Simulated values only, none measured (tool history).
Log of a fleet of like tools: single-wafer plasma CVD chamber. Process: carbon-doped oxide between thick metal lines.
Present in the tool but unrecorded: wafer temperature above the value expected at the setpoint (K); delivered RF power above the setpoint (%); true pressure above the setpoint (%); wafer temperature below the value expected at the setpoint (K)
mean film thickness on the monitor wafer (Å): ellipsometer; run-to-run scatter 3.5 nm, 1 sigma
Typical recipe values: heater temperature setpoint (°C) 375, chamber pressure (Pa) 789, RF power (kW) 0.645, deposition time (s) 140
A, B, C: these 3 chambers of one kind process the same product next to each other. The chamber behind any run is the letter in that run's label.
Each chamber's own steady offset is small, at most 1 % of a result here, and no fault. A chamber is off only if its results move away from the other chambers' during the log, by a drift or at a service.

| run | hour | heater temperature setpoint (°C) | chamber pressure (Pa) | RF power (kW) | deposition time (s) | hours since the last thermocouple change | hours since the last RF generator calibration | hours since the last manometer calibration | read-back reference wafer on the same gauge, thickness_nm | mean film thickness on the monitor wafer (Å) |
|---|---|---|---|---|---|---|---|---|---|---|
| 1B | 6 | 375 | 789 | 0.645 | 140 | 1070.1 | 1041.1 | 549.8 | 759.04 | 7883.1 |
| 2C | 13.5 | 375 | 789 | 0.645 | 140 | 233.8 | 515.9 | 699.6 | 758.12 | 8053.4 |
|  | 15.7 | chamber B: thermocouple changed; heater temperature recalibrated |
| 3A | 19.4 | 375 | 789 | 0.645 | 140 | 2175.6 | 973.4 | 320.8 | 759.14 | 7944.9 |
| 4A | 24.7 | 375 | 789 | 0.645 | 140 | 2180.9 | 978.7 | 326.1 | 759.06 | 7984.7 |
| 5C | 28.8 | 375 | 789 | 0.56 | 140 | 249.1 | 531.2 | 714.9 | 759.76 | 7395.6 |
| 6B | 35.5 | 375 | 789 | 0.56 | 140 | 19.8 | 1070.6 | 579.3 | 759.59 | 7269.9 |
| 7B | 43.6 | 375 | 789 | 0.56 | 140 | 27.9 | 1078.7 | 587.4 | 758.82 | 7274.6 |
| 8C | 48.4 | 375 | 949 | 0.645 | 140 | 268.7 | 550.8 | 734.5 | 759.94 | 8149.2 |
| 9A | 53.5 | 375 | 949 | 0.645 | 140 | 2209.7 | 1007.5 | 354.9 | 759.35 | 8069.7 |
| 10C | 59.4 | 375 | 949 | 0.645 | 140 | 279.7 | 561.8 | 745.5 | 758.7 | 8135.1 |
| 11B | 65.8 | 375 | 789 | 0.645 | 140 | 50.1 | 1100.9 | 609.6 | 759.58 | 7866.9 |
| 12A | 71.7 | 375 | 789 | 0.645 | 140 | 2227.9 | 1025.7 | 373.1 | 758.49 | 7975.2 |
| 13C | 78.8 | 375 | 789 | 0.645 | 140 | 299.1 | 581.2 | 764.9 | 758.42 | 8029.2 |
| 14B | 84.7 | 375 | 789 | 0.645 | 140 | 69 | 1119.8 | 628.5 | 759.26 | 7986.6 |
| 15A | 92.6 | 375 | 789 | 0.645 | 140 | 2248.8 | 1046.6 | 394 | 759.37 | 7959.9 |
| 16B | 101 | 375 | 789 | 0.645 | 140 | 85.3 | 1136.1 | 644.8 | 758.53 | 7902.3 |
| 17A | 107.5 | 375 | 789 | 0.645 | 140 | 2263.7 | 1061.5 | 408.9 | 759.7 | 8007.6 |
| 18C | 114.9 | 375 | 789 | 0.645 | 140 | 335.2 | 617.3 | 801 | 759.66 | 8011.5 |
| 19B | 121.2 | 375 | 789 | 0.645 | 140 | 105.5 | 1156.3 | 665 | 758.66 | 7950.1 |
| 20A | 128.6 | 375 | 789 | 0.645 | 140 | 2284.8 | 1082.6 | 430 | 758.59 | 7936.6 |
| 21C | 134.4 | 375 | 789 | 0.645 | 140 | 354.7 | 636.8 | 820.5 | 760.12 | 8077 |
| 22B | 138.7 | 375 | 789 | 0.645 | 140 | 123 | 1173.8 | 682.5 | 759.11 | 7954.9 |
| 23A | 145.7 | 375 | 789 | 0.645 | 140 | 2301.9 | 1099.7 | 447.1 | 759.12 | 8014.4 |
| 24C | 149.4 | 375 | 789 | 0.645 | 140 | 369.7 | 651.8 | 835.5 | 758.67 | 7994.6 |
| 25B | 155.9 | 375 | 789 | 0.645 | 140 | 140.2 | 1191 | 699.7 | 758.48 | 7976.3 |
| 26C | 161 | 375 | 789 | 0.645 | 140 | 381.3 | 663.4 | 847.1 | 758.83 | 8018.3 |
| 27A | 166.6 | 375 | 789 | 0.645 | 140 | 2322.8 | 1120.6 | 468 | 759.7 | 7980.8 |
| 28B | 173.8 | 375 | 789 | 0.645 | 140 | 158.1 | 1208.9 | 717.6 | 758.89 | 7940.3 |
| 29A | 180.1 | 375 | 789 | 0.645 | 140 | 2336.3 | 1134.1 | 481.5 | 758.9 | 7920.7 |
| 30C | 185.6 | 375 | 789 | 0.645 | 140 | 405.9 | 688 | 871.7 | 758.96 | 8016.4 |
| 31B | 190.8 | 375 | 789 | 0.645 | 140 | 175.1 | 1225.9 | 734.6 | 759.37 | 7913.1 |
| 32C | 196.4 | 375 | 789 | 0.645 | 140 | 416.7 | 698.8 | 882.5 | 758.89 | 8005.9 |
| 33A | 204.2 | 375 | 789 | 0.685 | 140 | 2360.4 | 1158.2 | 505.6 | 758.92 | 8306.2 |
| 34C | 210.4 | 375 | 789 | 0.685 | 140 | 430.7 | 712.8 | 896.5 | 758.95 | 8327.2 |
| 35A | 217.7 | 375 | 789 | 0.685 | 140 | 2373.9 | 1171.7 | 519.1 | 758.54 | 8261.8 |
| 36B | 224.9 | 375 | 789 | 0.645 | 140 | 209.2 | 1260 | 768.7 | 758.86 | 7915.6 |
| 37C | 231.1 | 375 | 789 | 0.645 | 140 | 451.4 | 733.5 | 917.2 | 758.91 | 8071.3 |
| 38B | 235 | 375 | 789 | 0.645 | 140 | 219.3 | 1270.1 | 778.8 | 758.7 | 7879.3 |
| 39A | 241.9 | 375 | 789 | 0.645 | 140 | 2398.1 | 1195.9 | 543.3 | 759.99 | 7942.5 |
| 40A | 246.1 | 375 | 789 | 0.555 | 140 | 2402.3 | 1200.1 | 547.5 | 759.42 | 7270.2 |

All chambers now run identical settings, listed one chamber a line with results as question marks. What results will each chamber show?
| 41A | 252.2 | 375 | 607 | 0.645 | 140 |  |  |  |  | ? |
| 41B | 252.2 | 375 | 607 | 0.645 | 140 |  |  |  |  | ? |
| 41C | 252.2 | 375 | 607 | 0.645 | 140 |  |  |  |  | ? |

| run | mean film thickness on the monitor wafer (Å) |
|---|---|
| 41A | 7662.4 |
| 41B | 7636.7 |
| 41C | 7762.3 |
